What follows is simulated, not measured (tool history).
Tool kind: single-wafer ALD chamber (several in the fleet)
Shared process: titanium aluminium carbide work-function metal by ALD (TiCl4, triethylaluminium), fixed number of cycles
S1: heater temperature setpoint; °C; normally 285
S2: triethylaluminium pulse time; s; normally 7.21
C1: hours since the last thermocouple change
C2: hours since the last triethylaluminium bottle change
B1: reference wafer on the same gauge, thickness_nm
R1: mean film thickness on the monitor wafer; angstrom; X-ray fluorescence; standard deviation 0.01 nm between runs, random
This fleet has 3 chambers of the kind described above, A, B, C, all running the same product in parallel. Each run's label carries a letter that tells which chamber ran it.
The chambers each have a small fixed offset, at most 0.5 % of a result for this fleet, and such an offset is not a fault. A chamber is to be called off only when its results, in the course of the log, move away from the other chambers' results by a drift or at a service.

run 1A hour=8.5 | S1=285 S2=7.21 | C1=516.8 C2=1048.8 | B1=1.7391 | R1=17.735
run 2B hour=15.5 | S1=285 S2=7.21 | C1=608.3 C2=240.1 | B1=1.7397 | R1=17.816
run 3C hour=21.7 | S1=285 S2=7.21 | C1=1828.0 C2=219.6 | B1=1.7415 | R1=17.618
run 4B hour=34.4 | S1=285 S2=7.21 | C1=627.2 C2=259.0 | B1=1.7390 | R1=17.618
run 5A hour=43.1 | S1=285 S2=7.21 | C1=551.4 C2=1083.4 | B1=1.7382 | R1=17.678
run 6C hour=53.9 | S1=285 S2=7.21 | C1=1860.2 C2=251.8 | B1=1.7412 | R1=17.735
run 7A hour=65.1 | S1=285 S2=7.21 | C1=573.4 C2=1105.4 | B1=1.7392 | R1=17.707
run 8B hour=71.5 | S1=285 S2=7.21 | C1=664.3 C2=296.1 | B1=1.7404 | R1=17.476
run 9C hour=79.5 | S1=285 S2=7.21 | C1=1885.8 C2=277.4 | B1=1.7398 | R1=17.568
run 10B hour=89.3 | S1=298 S2=8.62 | C1=682.1 C2=313.9 | B1=1.7395 | R1=19.111
run 11C hour=97.2 | S1=298 S2=8.62 | C1=1903.5 C2=295.1 | B1=1.7402 | R1=19.324
run 12A hour=110.6 | S1=298 S2=8.62 | C1=618.9 C2=1150.9 | B1=1.7408 | R1=19.589
run 13B hour=122.6 | S1=285 S2=7.21 | C1=715.4 C2=347.2 | B1=1.7415 | R1=17.293
run 14C hour=134.5 | S1=285 S2=7.21 | C1=1940.8 C2=332.4 | B1=1.7397 | R1=17.745
run 15A hour=140.9 | S1=285 S2=7.21 | C1=649.2 C2=1181.2 | B1=1.7409 | R1=17.739
run 16B hour=149.9 | S1=285 S2=7.21 | C1=742.7 C2=374.5 | B1=1.7383 | R1=17.328
run 17C hour=162.8 | S1=285 S2=7.21 | C1=1969.1 C2=360.7 | B1=1.7406 | R1=17.650
run 18A hour=174.4 | S1=285 S2=7.21 | C1=682.7 C2=1214.7 | B1=1.7406 | R1=17.814
run 19A hour=182.0 | S1=285 S2=7.21 | C1=690.3 C2=1222.3 | B1=1.7386 | R1=17.608
run 20B hour=191.4 | S1=285 S2=7.21 | C1=784.2 C2=416.0 | B1=1.7397 | R1=17.125
run 21C hour=203.8 | S1=275 S2=7.21 | C1=2010.1 C2=401.7 | B1=1.7401 | R1=16.945
run 22A hour=216.2 | S1=275 S2=7.21 | C1=724.5 C2=1256.5 | B1=1.7387 | R1=16.846
run 23C hour=222.6 | S1=275 S2=7.21 | C1=2028.9 C2=420.5 | B1=1.7416 | R1=16.818
run 24B hour=231.8 | S1=285 S2=7.21 | C1=824.6 C2=456.4 | B1=1.7423 | R1=17.052
run 25B hour=243.0 | S1=285 S2=7.21 | C1=835.8 C2=467.6 | B1=1.7404 | R1=16.872
run 26A hour=254.0 | S1=285 S2=7.21 | C1=762.3 C2=1294.3 | B1=1.7394 | R1=17.800
run 27C hour=265.7 | S1=285 S2=7.21 | C1=2072.0 C2=463.6 | B1=1.7417 | R1=17.398
run 28A hour=274.9 | S1=285 S2=7.21 | C1=783.2 C2=1315.2 | B1=1.7407 | R1=17.777
run 29B hour=286.9 | S1=285 S2=7.21 | C1=879.7 C2=511.5 | B1=1.7395 | R1=16.776

All 3 chambers run these settings next. Forecast each chamber's results:
run 30A hour=296.8 | S1=285 S2=4.58 | R1=?
run 30B hour=296.8 | S1=285 S2=4.58 | R1=?
run 30C hour=296.8 | S1=285 S2=4.58 | R1=?

run=30A R1=15.470
run=30B R1=13.806
run=30C R1=15.385

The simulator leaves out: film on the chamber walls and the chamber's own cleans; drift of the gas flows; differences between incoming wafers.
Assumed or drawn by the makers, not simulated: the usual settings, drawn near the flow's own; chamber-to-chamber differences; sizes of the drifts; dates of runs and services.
